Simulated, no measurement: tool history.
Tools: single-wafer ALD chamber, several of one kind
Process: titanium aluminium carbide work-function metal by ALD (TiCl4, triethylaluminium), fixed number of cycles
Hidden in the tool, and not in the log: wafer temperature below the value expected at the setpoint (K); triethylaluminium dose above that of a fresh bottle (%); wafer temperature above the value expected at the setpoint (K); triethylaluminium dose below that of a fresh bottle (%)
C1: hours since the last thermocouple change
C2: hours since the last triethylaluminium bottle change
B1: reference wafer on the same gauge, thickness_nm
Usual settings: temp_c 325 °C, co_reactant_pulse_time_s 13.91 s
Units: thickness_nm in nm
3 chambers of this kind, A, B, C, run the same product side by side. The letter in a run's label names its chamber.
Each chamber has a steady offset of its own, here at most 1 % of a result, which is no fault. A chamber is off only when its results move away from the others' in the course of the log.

Run 1C, hour 10.9: usual settings; C1 1644.8; C2 251.4; B1 2.0194. Result: thickness_nm 2.2861 nm.
Run 2A, hour 19.8: usual settings; C1 134.7; C2 722.1; B1 2.0213. Result: thickness_nm 2.308 nm.
Run 3B, hour 34.1: usual settings; C1 297.5; C2 621.8; B1 2.0213. Result: thickness_nm 2.2278 nm.
Run 4A, hour 47.3: usual settings; C1 162.2; C2 749.6; B1 2.0172. Result: thickness_nm 2.2897 nm.
Run 5C, hour 61.5: usual settings; C1 1695.4; C2 302; B1 2.0194. Result: thickness_nm 2.2729 nm.
Run 6B, hour 75.5: usual settings; C1 338.9; C2 663.2; B1 2.0216. Result: thickness_nm 2.2577 nm.
Run 7B, hour 88.2: usual settings; C1 351.6; C2 675.9; B1 2.0194. Result: thickness_nm 2.2453 nm.
Run 8C, hour 98: usual settings; C1 1731.9; C2 338.5; B1 2.0199. Result: thickness_nm 2.2827 nm.
Run 9A, hour 108.6: usual settings; C1 223.5; C2 810.9; B1 2.0193. Result: thickness_nm 2.2902 nm.
Run 10C, hour 124.7: usual settings; C1 1758.6; C2 365.2; B1 2.0212. Result: thickness_nm 2.2544 nm.
Run 11B, hour 140.8: usual settings; C1 404.2; C2 728.5; B1 2.018. Result: thickness_nm 2.2332 nm.
Run 12A, hour 153.4: usual settings; C1 268.3; C2 855.7; B1 2.0186. Result: thickness_nm 2.313 nm.
Run 13C, hour 167.3: usual settings; C1 1801.2; C2 407.8; B1 2.0175. Result: thickness_nm 2.257 nm.
Run 14B, hour 180.2: usual settings; C1 443.6; C2 767.9; B1 2.0174. Result: thickness_nm 2.2543 nm.
Run 15A, hour 190.9: usual settings; C1 305.8; C2 893.2; B1 2.02. Result: thickness_nm 2.2902 nm.
Run 16C, hour 202.9: usual settings; C1 1836.8; C2 443.4; B1 2.0202. Result: thickness_nm 2.2581 nm.
At hour 212.2: chamber B: triethylaluminium bottle replaced.
Run 17B, hour 214: usual settings; C1 477.4; C2 1.8; B1 2.0213. Result: thickness_nm 2.2594 nm.
Run 18A, hour 226.9: usual settings; C1 341.8; C2 929.2; B1 2.0231. Result: thickness_nm 2.2931 nm.
Run 19C, hour 235: usual settings; C1 1868.9; C2 475.5; B1 2.0187. Result: thickness_nm 2.256 nm.
Run 20A, hour 242.7: usual settings; C1 357.6; C2 945; B1 2.0199. Result: thickness_nm 2.306 nm.
Run 21B, hour 249.7: usual settings but temp_c 311 °C; C1 513.1; C2 37.5; B1 2.0225. Result: thickness_nm 2.1111 nm.
Run 22B, hour 261.5: usual settings but temp_c 311 °C; C1 524.9; C2 49.3; B1 2.0227. Result: thickness_nm 2.1253 nm.
Run 23A, hour 269.1: usual settings but temp_c 311 °C; C1 384; C2 971.4; B1 2.0216. Result: thickness_nm 2.1734 nm.
Run 24C, hour 278.3: usual settings but temp_c 331 °C, co_reactant_pulse_time_s 10.09 s; C1 1912.2; C2 518.8; B1 2.0184. Result: thickness_nm 2.1678 nm.
Run 25C, hour 293.9: usual settings but temp_c 331 °C, co_reactant_pulse_time_s 10.09 s; C1 1927.8; C2 534.4; B1 2.0207. Result: thickness_nm 2.1566 nm.
Run 26B, hour 308.1: usual settings but temp_c 331 °C, co_reactant_pulse_time_s 10.09 s; C1 571.5; C2 95.9; B1 2.0213. Result: thickness_nm 2.2315 nm.
Run 27A, hour 317.3: usual settings; C1 432.2; C2 1019.6; B1 2.0214. Result: thickness_nm 2.2724 nm.

Is one chamber off against the others, does the gauge drift, or is nothing wrong? If a chamber is off, say which, and what the likeliest cause is.

Chamber C drifts away from the others.
Cause: triethylaluminium dose below that of a fresh bottle (%) = 32.9.

Here are 4 candidates for chamber C's next run, each the usual settings with a change, their results left as question marks. Which one brings its results back in line with what the others give on the usual settings?
In line means no further than this from the other chambers' mean on the usual settings: thickness_nm 0.041 nm
Run 28C-1, hour 328.9: usual settings but temp_c 318 °C, co_reactant_pulse_time_s 11.5 s. Result: thickness_nm ?.
Run 28C-2, hour 328.9: usual settings but temp_c 329 °C, co_reactant_pulse_time_s 15.32 s. Result: thickness_nm ?.
Run 28C-3, hour 328.9: usual settings but temp_c 341 °C. Result: thickness_nm ?.
Run 28C-4, hour 328.9: usual settings but temp_c 317 °C. Result: thickness_nm ?.

The other chambers' mean on the usual settings: thickness_nm 2.2713 nm
  run  thickness_nm
28C-1        2.0754
28C-2        2.2656
28C-3        2.3455
28C-4        2.1341
28C-2 brings the chamber back in line.

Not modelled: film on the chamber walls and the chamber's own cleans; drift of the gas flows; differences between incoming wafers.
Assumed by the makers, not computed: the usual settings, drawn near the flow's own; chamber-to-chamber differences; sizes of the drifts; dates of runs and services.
